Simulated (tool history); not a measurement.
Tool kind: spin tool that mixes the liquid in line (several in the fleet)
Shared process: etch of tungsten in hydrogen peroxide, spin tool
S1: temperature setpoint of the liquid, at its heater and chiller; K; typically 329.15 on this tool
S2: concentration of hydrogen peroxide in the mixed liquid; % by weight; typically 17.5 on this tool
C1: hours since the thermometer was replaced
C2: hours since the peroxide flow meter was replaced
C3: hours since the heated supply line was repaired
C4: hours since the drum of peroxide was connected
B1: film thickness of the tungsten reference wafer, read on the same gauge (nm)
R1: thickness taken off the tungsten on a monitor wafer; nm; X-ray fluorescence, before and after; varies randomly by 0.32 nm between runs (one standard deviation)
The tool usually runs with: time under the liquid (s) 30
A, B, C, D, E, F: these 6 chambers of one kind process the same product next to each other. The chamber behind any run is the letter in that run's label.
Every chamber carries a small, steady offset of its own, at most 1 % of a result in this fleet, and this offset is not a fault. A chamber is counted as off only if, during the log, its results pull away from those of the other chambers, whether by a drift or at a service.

run 1E hour=6.6 | S1=329.15 S2=17.5 time_under_the_liquid_(s)=30 | C1=50.1 C2=1385.9 C3=868.9 C4=510.8 | B1=69.980 | R1=47.811
run 2D hour=14.0 | S1=329.15 S2=17.5 time_under_the_liquid_(s)=30 | C1=589.0 C2=557.9 C3=336.7 C4=881.4 | B1=69.997 | R1=49.309
run 3F hour=18.5 | S1=329.15 S2=17.5 time_under_the_liquid_(s)=30 | C1=2221.7 C2=756.8 C3=2105.0 C4=388.4 | B1=69.998 | R1=48.409
run 4C hour=26.3 | S1=329.15 S2=17.5 time_under_the_liquid_(s)=30 | C1=1800.6 C2=688.6 C3=517.2 C4=97.8 | B1=70.007 | R1=47.912
run 5B hour=32.6 | S1=329.15 S2=17.5 time_under_the_liquid_(s)=30 | C1=398.7 C2=1446.6 C3=1425.5 C4=406.7 | B1=69.994 | R1=48.348
-- hour=34.3 chamber D: peroxide flow meter replaced
run 6A hour=38.9 | S1=329.15 S2=17.5 time_under_the_liquid_(s)=30 | C1=1169.9 C2=104.0 C3=1084.3 C4=940.2 | B1=69.996 | R1=48.345
-- hour=41.5 chamber F: new drum of peroxide connected
-- hour=42.9 chamber E: new drum of peroxide connected
run 7B hour=46.0 | S1=329.15 S2=17.5 time_under_the_liquid_(s)=30 | C1=412.1 C2=1460.0 C3=1438.9 C4=420.1 | B1=70.007 | R1=47.802
run 8D hour=50.0 | S1=329.15 S2=17.5 time_under_the_liquid_(s)=30 | C1=625.0 C2=15.8 C3=372.7 C4=917.4 | B1=70.018 | R1=48.896
run 9C hour=56.7 | S1=329.15 S2=17.5 time_under_the_liquid_(s)=30 | C1=1831.0 C2=719.0 C3=547.6 C4=128.2 | B1=69.985 | R1=48.347
-- hour=60.7 chamber F: peroxide flow meter replaced
run 10F hour=62.7 | S1=329.15 S2=17.5 time_under_the_liquid_(s)=30 | C1=2265.9 C2=2.1 C3=2149.2 C4=21.3 | B1=69.991 | R1=48.223
run 11A hour=68.5 | S1=338.65 S2=17.5 time_under_the_liquid_(s)=30 | C1=1199.5 C2=133.6 C3=1113.9 C4=969.8 | B1=69.999 | R1=81.125
run 12E hour=73.5 | S1=338.65 S2=17.5 time_under_the_liquid_(s)=30 | C1=117.0 C2=1452.8 C3=935.8 C4=30.7 | B1=70.011 | R1=82.548
run 13A hour=77.4 | S1=338.65 S2=17.5 time_under_the_liquid_(s)=30 | C1=1208.4 C2=142.5 C3=1122.8 C4=978.7 | B1=70.015 | R1=81.445
run 14C hour=85.0 | S1=338.65 S2=17.5 time_under_the_liquid_(s)=30 | C1=1859.3 C2=747.3 C3=575.9 C4=156.5 | B1=70.013 | R1=83.117
-- hour=87.3 chamber A: new drum of peroxide connected
run 15B hour=91.2 | S1=338.65 S2=17.5 time_under_the_liquid_(s)=30 | C1=457.3 C2=1505.2 C3=1484.1 C4=465.3 | B1=69.989 | R1=84.479
run 16F hour=96.1 | S1=338.65 S2=17.5 time_under_the_liquid_(s)=30 | C1=2299.3 C2=35.5 C3=2182.6 C4=54.7 | B1=69.990 | R1=81.217
run 17D hour=99.8 | S1=329.15 S2=13.0 time_under_the_liquid_(s)=50 | C1=674.8 C2=65.6 C3=422.5 C4=967.2 | B1=70.012 | R1=68.897
run 18E hour=104.1 | S1=329.15 S2=13.0 time_under_the_liquid_(s)=50 | C1=147.6 C2=1483.4 C3=966.4 C4=61.3 | B1=70.004 | R1=67.857
run 19C hour=108.2 | S1=329.15 S2=13.0 time_under_the_liquid_(s)=50 | C1=1882.5 C2=770.5 C3=599.1 C4=179.7 | B1=69.992 | R1=68.429
run 20F hour=114.9 | S1=329.15 S2=13.0 time_under_the_liquid_(s)=50 | C1=2318.1 C2=54.3 C3=2201.4 C4=73.5 | B1=70.008 | R1=69.779
run 21B hour=122.7 | S1=329.15 S2=13.0 time_under_the_liquid_(s)=50 | C1=488.8 C2=1536.7 C3=1515.6 C4=496.8 | B1=70.000 | R1=69.868
run 22A hour=126.5 | S1=329.15 S2=13.0 time_under_the_liquid_(s)=50 | C1=1257.5 C2=191.6 C3=1171.9 C4=39.3 | B1=69.976 | R1=68.232
run 23D hour=132.8 | S1=329.15 S2=17.5 time_under_the_liquid_(s)=30 | C1=707.8 C2=98.6 C3=455.5 C4=1000.2 | B1=70.014 | R1=47.190
run 24E hour=136.4 | S1=329.15 S2=17.5 time_under_the_liquid_(s)=30 | C1=179.9 C2=1515.7 C3=998.7 C4=93.6 | B1=70.000 | R1=47.999
run 25A hour=143.4 | S1=329.15 S2=17.5 time_under_the_liquid_(s)=30 | C1=1274.4 C2=208.5 C3=1188.8 C4=56.2 | B1=70.004 | R1=48.443
run 26F hour=148.9 | S1=329.15 S2=17.5 time_under_the_liquid_(s)=30 | C1=2352.1 C2=88.3 C3=2235.4 C4=107.5 | B1=69.994 | R1=48.935
run 27E hour=155.3 | S1=329.15 S2=17.5 time_under_the_liquid_(s)=30 | C1=198.8 C2=1534.6 C3=1017.6 C4=112.5 | B1=69.998 | R1=47.947
run 28D hour=163.2 | S1=329.15 S2=17.5 time_under_the_liquid_(s)=30 | C1=738.2 C2=129.0 C3=485.9 C4=1030.6 | B1=69.973 | R1=45.914
run 29C hour=170.3 | S1=329.15 S2=17.5 time_under_the_liquid_(s)=30 | C1=1944.6 C2=832.6 C3=661.2 C4=241.8 | B1=70.011 | R1=47.941
run 30B hour=174.7 | S1=329.15 S2=17.5 time_under_the_liquid_(s)=30 | C1=540.8 C2=1588.7 C3=1567.6 C4=548.8 | B1=70.006 | R1=48.080
run 31D hour=179.9 | S1=329.15 S2=17.5 time_under_the_liquid_(s)=30 | C1=754.9 C2=145.7 C3=502.6 C4=1047.3 | B1=69.988 | R1=45.259
run 32B hour=184.1 | S1=329.15 S2=17.5 time_under_the_liquid_(s)=30 | C1=550.2 C2=1598.1 C3=1577.0 C4=558.2 | B1=70.009 | R1=48.286
run 33C hour=191.4 | S1=329.15 S2=17.5 time_under_the_liquid_(s)=30 | C1=1965.7 C2=853.7 C3=682.3 C4=262.9 | B1=69.991 | R1=47.705
-- hour=194.1 chamber E: peroxide flow meter replaced
run 34E hour=195.6 | S1=329.15 S2=17.5 time_under_the_liquid_(s)=30 | C1=239.1 C2=1.6 C3=1057.9 C4=152.8 | B1=69.983 | R1=47.856
run 35A hour=199.6 | S1=329.15 S2=17.5 time_under_the_liquid_(s)=40 | C1=1330.6 C2=264.7 C3=1245.0 C4=112.4 | B1=70.007 | R1=63.648
run 36F hour=204.4 | S1=329.15 S2=17.5 time_under_the_liquid_(s)=40 | C1=2407.6 C2=143.8 C3=2290.9 C4=163.0 | B1=70.005 | R1=64.161

All chambers now run identical settings, listed one chamber a line with results as question marks. What results will each chamber show?
run 37A hour=210.1 | S1=329.15 S2=17.5 time_under_the_liquid_(s)=30 | R1=?
run 37B hour=210.1 | S1=329.15 S2=17.5 time_under_the_liquid_(s)=30 | R1=?
run 37C hour=210.1 | S1=329.15 S2=17.5 time_under_the_liquid_(s)=30 | R1=?
run 37D hour=210.1 | S1=329.15 S2=17.5 time_under_the_liquid_(s)=30 | R1=?
run 37E hour=210.1 | S1=329.15 S2=17.5 time_under_the_liquid_(s)=30 | R1=?
run 37F hour=210.1 | S1=329.15 S2=17.5 time_under_the_liquid_(s)=30 | R1=?

run=37A R1=47.375
run=37B R1=48.621
run=37C R1=48.456
run=37D R1=45.686
run=37E R1=47.545
run=37F R1=47.972
